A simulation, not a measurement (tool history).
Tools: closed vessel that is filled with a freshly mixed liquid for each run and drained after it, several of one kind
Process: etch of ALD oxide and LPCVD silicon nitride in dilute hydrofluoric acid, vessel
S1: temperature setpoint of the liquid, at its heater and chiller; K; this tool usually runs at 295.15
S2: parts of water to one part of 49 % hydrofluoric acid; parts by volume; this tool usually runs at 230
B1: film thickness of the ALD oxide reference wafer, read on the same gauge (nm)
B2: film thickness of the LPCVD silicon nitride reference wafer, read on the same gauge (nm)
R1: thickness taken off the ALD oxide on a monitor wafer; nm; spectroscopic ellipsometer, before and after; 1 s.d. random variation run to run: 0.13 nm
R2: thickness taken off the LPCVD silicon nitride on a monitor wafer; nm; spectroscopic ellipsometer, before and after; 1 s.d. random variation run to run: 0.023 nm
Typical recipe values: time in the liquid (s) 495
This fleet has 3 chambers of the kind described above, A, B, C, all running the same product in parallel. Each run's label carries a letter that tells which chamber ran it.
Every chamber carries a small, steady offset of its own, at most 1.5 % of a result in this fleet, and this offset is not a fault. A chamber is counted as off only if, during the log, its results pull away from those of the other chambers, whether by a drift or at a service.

run 1A hour=8.2 | S1=295.15 S2=230 time_in_the_liquid_(s)=495 | B1=29.994 B2=90.006 | R1=24.355 R2=0.92767
run 2C hour=15.8 | S1=295.15 S2=230 time_in_the_liquid_(s)=495 | B1=30.039 B2=90.008 | R1=24.644 R2=0.94517
run 3B hour=25.9 | S1=295.15 S2=230 time_in_the_liquid_(s)=495 | B1=30.013 B2=89.99 | R1=24.501 R2=0.92334
run 4B hour=34 | S1=295.15 S2=230 time_in_the_liquid_(s)=495 | B1=29.991 B2=90.025 | R1=24.344 R2=0.9558
run 5C hour=45.7 | S1=295.15 S2=230 time_in_the_liquid_(s)=495 | B1=30.02 B2=89.997 | R1=24.682 R2=0.94593
run 6A hour=52.7 | S1=295.15 S2=230 time_in_the_liquid_(s)=495 | B1=29.985 B2=89.987 | R1=24.38 R2=0.97545
run 7C hour=60.1 | S1=295.15 S2=230 time_in_the_liquid_(s)=495 | B1=30.001 B2=89.961 | R1=24.647 R2=0.96077
run 8A hour=72.4 | S1=295.15 S2=230 time_in_the_liquid_(s)=495 | B1=30.005 B2=90.037 | R1=24.486 R2=0.92449
run 9B hour=78 | S1=295.15 S2=230 time_in_the_liquid_(s)=495 | B1=30.051 B2=89.966 | R1=24.407 R2=0.95854
run 10B hour=86.6 | S1=295.15 S2=230 time_in_the_liquid_(s)=495 | B1=30.02 B2=89.993 | R1=24.544 R2=0.94729
run 11A hour=97.6 | S1=295.15 S2=230 time_in_the_liquid_(s)=495 | B1=30.003 B2=89.986 | R1=24.446 R2=0.91035
run 12C hour=105 | S1=298.15 S2=230 time_in_the_liquid_(s)=495 | B1=29.987 B2=90.024 | R1=27.38 R2=1.1506
run 13C hour=116 | S1=298.15 S2=230 time_in_the_liquid_(s)=495 | B1=30.009 B2=89.959 | R1=27.751 R2=1.153
run 14B hour=121.9 | S1=298.15 S2=230 time_in_the_liquid_(s)=495 | B1=30.041 B2=89.947 | R1=27.555 R2=1.129
run 15A hour=128.2 | S1=295.15 S2=230 time_in_the_liquid_(s)=495 | B1=30 B2=90.054 | R1=24.543 R2=0.92932
run 16A hour=138.4 | S1=292.15 S2=230 time_in_the_liquid_(s)=495 | B1=29.998 B2=90.021 | R1=21.967 R2=0.73749
run 17C hour=146.8 | S1=292.15 S2=230 time_in_the_liquid_(s)=495 | B1=29.993 B2=89.991 | R1=22.379 R2=0.73013
run 18B hour=155.1 | S1=292.15 S2=230 time_in_the_liquid_(s)=495 | B1=30.016 B2=90.016 | R1=22.004 R2=0.79851
run 19C hour=161.6 | S1=295.15 S2=230 time_in_the_liquid_(s)=495 | B1=30.004 B2=89.981 | R1=25.148 R2=0.95361
run 20A hour=171 | S1=290.65 S2=305 time_in_the_liquid_(s)=495 | B1=29.981 B2=90.005 | R1=14.318 R2=0.51839
run 21B hour=178.9 | S1=290.65 S2=305 time_in_the_liquid_(s)=495 | B1=30.017 B2=89.98 | R1=14.727 R2=0.53348
run 22C hour=187.6 | S1=290.65 S2=305 time_in_the_liquid_(s)=495 | B1=29.994 B2=90.006 | R1=14.947 R2=0.53966
run 23A hour=194.7 | S1=295.15 S2=230 time_in_the_liquid_(s)=495 | B1=30.02 B2=90.016 | R1=24.484 R2=0.93098
run 24B hour=205.4 | S1=295.15 S2=230 time_in_the_liquid_(s)=495 | B1=30.005 B2=89.994 | R1=24.652 R2=0.96219
run 25A hour=214 | S1=290.65 S2=265 time_in_the_liquid_(s)=495 | B1=29.984 B2=89.986 | R1=17.261 R2=0.57666
run 26B hour=223.6 | S1=290.65 S2=265 time_in_the_liquid_(s)=495 | B1=29.988 B2=90.007 | R1=17.326 R2=0.61505
run 27C hour=231.3 | S1=290.65 S2=265 time_in_the_liquid_(s)=495 | B1=29.984 B2=89.997 | R1=18.12 R2=0.63107
run 28B hour=237.2 | S1=295.15 S2=230 time_in_the_liquid_(s)=495 | B1=30.008 B2=90.049 | R1=24.539 R2=0.96495
run 29C hour=244 | S1=295.15 S2=230 time_in_the_liquid_(s)=495 | B1=29.984 B2=90.008 | R1=25.478 R2=0.97446
run 30A hour=254.2 | S1=295.15 S2=230 time_in_the_liquid_(s)=495 | B1=29.986 B2=90.008 | R1=24.363 R2=0.93857
run 31C hour=263.9 | S1=295.15 S2=230 time_in_the_liquid_(s)=495 | B1=29.975 B2=89.998 | R1=25.466 R2=0.96453
run 32A hour=271.4 | S1=295.15 S2=230 time_in_the_liquid_(s)=495 | B1=30.004 B2=90.018 | R1=24.322 R2=0.97107

Each of the 3 chambers runs these same settings next. Fill in every chamber's results:
run 33A hour=280.2 | S1=295.15 S2=285 time_in_the_liquid_(s)=495 | R1=? R2=?
run 33B hour=280.2 | S1=295.15 S2=285 time_in_the_liquid_(s)=495 | R1=? R2=?
run 33C hour=280.2 | S1=295.15 S2=285 time_in_the_liquid_(s)=495 | R1=? R2=?

run=33A R1=18.711 R2=0.75258
run=33B R1=18.695 R2=0.79707
run=33C R1=19.587 R2=0.78654
